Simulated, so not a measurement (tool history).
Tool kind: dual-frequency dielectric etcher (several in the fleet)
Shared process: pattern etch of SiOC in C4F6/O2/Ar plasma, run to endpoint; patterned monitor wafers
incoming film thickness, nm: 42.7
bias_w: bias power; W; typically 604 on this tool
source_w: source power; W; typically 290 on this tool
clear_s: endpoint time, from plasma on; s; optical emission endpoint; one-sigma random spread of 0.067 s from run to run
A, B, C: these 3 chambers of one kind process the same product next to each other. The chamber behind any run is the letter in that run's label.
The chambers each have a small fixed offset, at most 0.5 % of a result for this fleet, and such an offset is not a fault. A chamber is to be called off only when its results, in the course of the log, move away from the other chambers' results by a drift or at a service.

run,hour,bias_w,source_w,clear_s
1C,6.1,604,290,15.044
2A,18.4,604,290,14.954
3B,30.1,604,290,14.985
# hour 39.0: chamber B: source power generator calibrated
4B,42.4,604,290,14.953
5A,51.5,604,290,14.960
6C,57.1,604,290,15.083
7C,68.3,604,290,15.054
8A,78.6,604,290,14.979
9B,84.0,604,290,15.014
10B,90.7,604,290,14.982
11C,99.4,604,290,15.029
# hour 102.4: chamber C: source power generator calibrated
12A,111.2,604,290,14.996
13B,119.8,542,260,16.128
14C,127.2,542,260,16.404
15A,133.0,542,260,16.218
16C,143.6,604,290,14.975
17A,155.4,604,290,15.103
18B,163.7,604,290,14.995
19B,172.2,604,290,15.076
20A,182.0,604,290,15.216
# hour 187.6: chamber C: wet clean of the chamber
21C,189.2,604,290,15.062
22A,199.4,480,290,16.771
23B,211.4,480,290,16.450
24C,219.4,480,290,16.454
25B,230.1,604,290,14.893
26A,236.9,604,290,15.177
27C,242.6,604,290,15.022
28A,253.4,604,290,15.238
29B,265.7,604,290,15.026
30C,272.2,604,290,15.060
# hour 276.6: chamber C: bias power generator calibrated
31B,281.3,604,290,14.971
32A,289.6,604,290,15.305
33C,297.6,604,290,15.098
34A,308.8,604,320,14.850
35C,315.2,604,320,14.520
36B,322.0,604,320,14.592
37A,333.5,604,290,15.315
38B,341.1,496,290,15.968
39C,352.2,496,290,16.300
40C,361.5,496,290,16.329
41B,373.5,604,230,16.338
42A,385.4,604,230,16.854
43C,397.5,604,230,16.414
# hour 402.0: chamber B: wet clean of the chamber
44B,408.0,604,290,14.942

What goes on in this fleet: one chamber off, a drifting gauge, or nothing beyond the chambers' own small offsets? Name the chamber and the cause, if any.

Little by little, chamber A moves away from the other chambers.
Most likely cause: etch rate under this chamber's usual, % = 3.53.

Which of the 4 candidates below, each the usual settings with something changed and its results left as question marks, puts chamber A back in line with what the other chambers give on the usual settings?
In line means no further than this from the other chambers' mean on the usual settings: clear_s 0.230 s
45A-1,417.0,551,270,?
45A-2,417.0,550,290,?
45A-3,417.0,700,290,?
45A-4,417.0,658,290,?

The mean the other chambers reach with the usual settings: clear_s 15.000 s
run,clear_s
45A-1,16.528
45A-2,16.112
45A-3,14.646
45A-4,15.012
45A-4 puts the chamber back in line with the other chambers.

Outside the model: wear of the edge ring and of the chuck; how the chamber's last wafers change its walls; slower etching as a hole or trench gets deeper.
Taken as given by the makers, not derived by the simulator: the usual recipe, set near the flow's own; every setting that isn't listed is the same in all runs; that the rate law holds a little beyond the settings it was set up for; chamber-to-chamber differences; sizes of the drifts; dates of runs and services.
